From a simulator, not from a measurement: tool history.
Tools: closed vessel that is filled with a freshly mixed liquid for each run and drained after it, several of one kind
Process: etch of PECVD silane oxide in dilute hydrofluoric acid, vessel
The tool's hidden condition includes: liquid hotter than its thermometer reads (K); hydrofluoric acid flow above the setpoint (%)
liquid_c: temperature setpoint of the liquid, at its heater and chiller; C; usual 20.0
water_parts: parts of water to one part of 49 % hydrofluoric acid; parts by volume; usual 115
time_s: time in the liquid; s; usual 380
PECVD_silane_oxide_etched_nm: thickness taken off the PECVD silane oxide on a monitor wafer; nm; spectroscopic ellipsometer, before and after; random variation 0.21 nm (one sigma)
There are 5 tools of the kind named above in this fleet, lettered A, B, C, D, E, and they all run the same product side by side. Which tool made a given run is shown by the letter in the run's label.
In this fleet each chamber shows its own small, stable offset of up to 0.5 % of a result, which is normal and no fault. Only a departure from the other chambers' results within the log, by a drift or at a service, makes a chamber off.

run   hour  liquid_c  water_parts  time_s  hours since the thermometer was replaced  hours since the hydrofluoric acid flow meter was replaced  read-back film thickness of the PECVD silane oxide reference wafer, read on the same gauge (nm)  PECVD_silane_oxide_etched_nm
 1C    3.5      20.0          115     380                                     485.5                                                      275.3                                                                                           39.995                        47.453
 2D    7.8      20.0          115     380                                    1504.5                                                      611.3                                                                                           39.996                        46.997
 3E   12.2      20.0          115     380                                      44.1                                                     1131.8                                                                                           39.983                        46.624
 4B   19.6      20.0          115     380                                     655.3                                                      536.8                                                                                           40.022                        46.694
 5A   26.3      20.0          115     380                                     935.1                                                      922.7                                                                                           40.002                        47.098
 6E   33.5      20.0          115     380                                      65.4                                                     1153.1                                                                                           39.966                        46.542
 7B   40.5      20.0          115     380                                     676.2                                                      557.7                                                                                           39.980                        46.929
 8A   47.2      20.0          115     380                                     956.0                                                      943.6                                                                                           39.979                        46.679
 9D   54.1      20.0          115     380                                    1550.8                                                      657.6                                                                                           40.012                        47.183
10C   58.7      20.0          115     380                                     540.7                                                      330.5                                                                                           40.017                        47.217
11E   62.2      20.0          115     380                                      94.1                                                     1181.8                                                                                           39.977                        46.645
12B   67.4      20.0          115     380                                     703.1                                                      584.6                                                                                           39.987                        47.014
13A   71.3      20.0          115     380                                     980.1                                                      967.7                                                                                           40.010                        46.904
14D   76.8      23.5           70     380                                    1573.5                                                      680.3                                                                                           40.007                        94.454
15C   83.5      23.5           70     380                                     565.5                                                      355.3                                                                                           39.997                        92.396
16C   88.7      23.5           70     380                                     570.7                                                      360.5                                                                                           40.020                        93.035
17B   93.1      23.5           70     380                                     728.8                                                      610.3                                                                                           40.035                        93.682
      95.4  -- chamber B: thermometer replaced
18A   99.5      23.5           70     380                                    1008.3                                                      995.9                                                                                           40.014                        94.887
19E  102.8      20.0          115     380                                     134.7                                                     1222.4                                                                                           40.009                        46.517
20D  106.3      20.0          115     380                                    1603.0                                                      709.8                                                                                           40.002                        47.084
21D  111.6      20.0          115     380                                    1608.3                                                      715.1                                                                                           40.015                        46.943
22B  117.2      20.0          115     380                                      21.9                                                      634.4                                                                                           40.000                        46.945
23C  120.4      20.0          115     380                                     602.4                                                      392.2                                                                                           40.002                        47.832
24A  125.6      20.0          115     380                                    1034.4                                                     1022.0                                                                                           39.970                        47.052
25E  129.0      18.5          115     380                                     160.9                                                     1248.6                                                                                           39.949                        43.921
26C  133.3      18.5          115     380                                     615.3                                                      405.1                                                                                           39.961                        45.074
27B  139.5      18.5          115     380                                      44.2                                                      656.7                                                                                           39.957                        44.010
28E  144.9      18.5          115     380                                     176.8                                                     1264.5                                                                                           40.019                        43.809
29A  150.6      18.5          115     380                                    1059.4                                                     1047.0                                                                                           40.010                        44.118
30D  156.3      20.0          115     380                                    1653.0                                                      759.8                                                                                           40.025                        47.154
31D  160.2      20.0          115     515                                    1656.9                                                      763.7                                                                                           39.990                        63.463
32B  164.5      20.0          115     515                                      69.2                                                      681.7                                                                                           39.992                        63.475
33E  168.0      20.0          115     515                                     199.9                                                     1287.6                                                                                           39.989                        63.392
34A  174.5      20.0          115     515                                    1083.3                                                     1070.9                                                                                           39.984                        64.004
35C  179.4      20.0          115     515                                     661.4                                                      451.2                                                                                           40.046                        65.984
36E  183.9      20.0          115     380                                     215.8                                                     1303.5                                                                                           40.011                        46.834
37A  189.8      20.0          115     380                                    1098.6                                                     1086.2                                                                                           39.993                        47.172
38B  194.2      20.0          115     250                                      98.9                                                      711.4                                                                                           39.996                        30.668
39C  198.1      20.0          115     250                                     680.1                                                      469.9                                                                                           39.999                        32.355

Each of the 5 chambers runs these same settings next. Fill in every chamber's results:
40A  203.4      20.0          115     510                                                                                                                                                                                                                                   ?
40B  203.4      20.0          115     510                                                                                                                                                                                                                                   ?
40C  203.4      20.0          115     510                                                                                                                                                                                                                                   ?
40D  203.4      20.0          115     510                                                                                                                                                                                                                                   ?
40E  203.4      20.0          115     510                                                                                                                                                                                                                                   ?

run  PECVD_silane_oxide_etched_nm
40A                        62.864
40B                        62.587
40C                        66.404
40D                        63.448
40E                        62.993
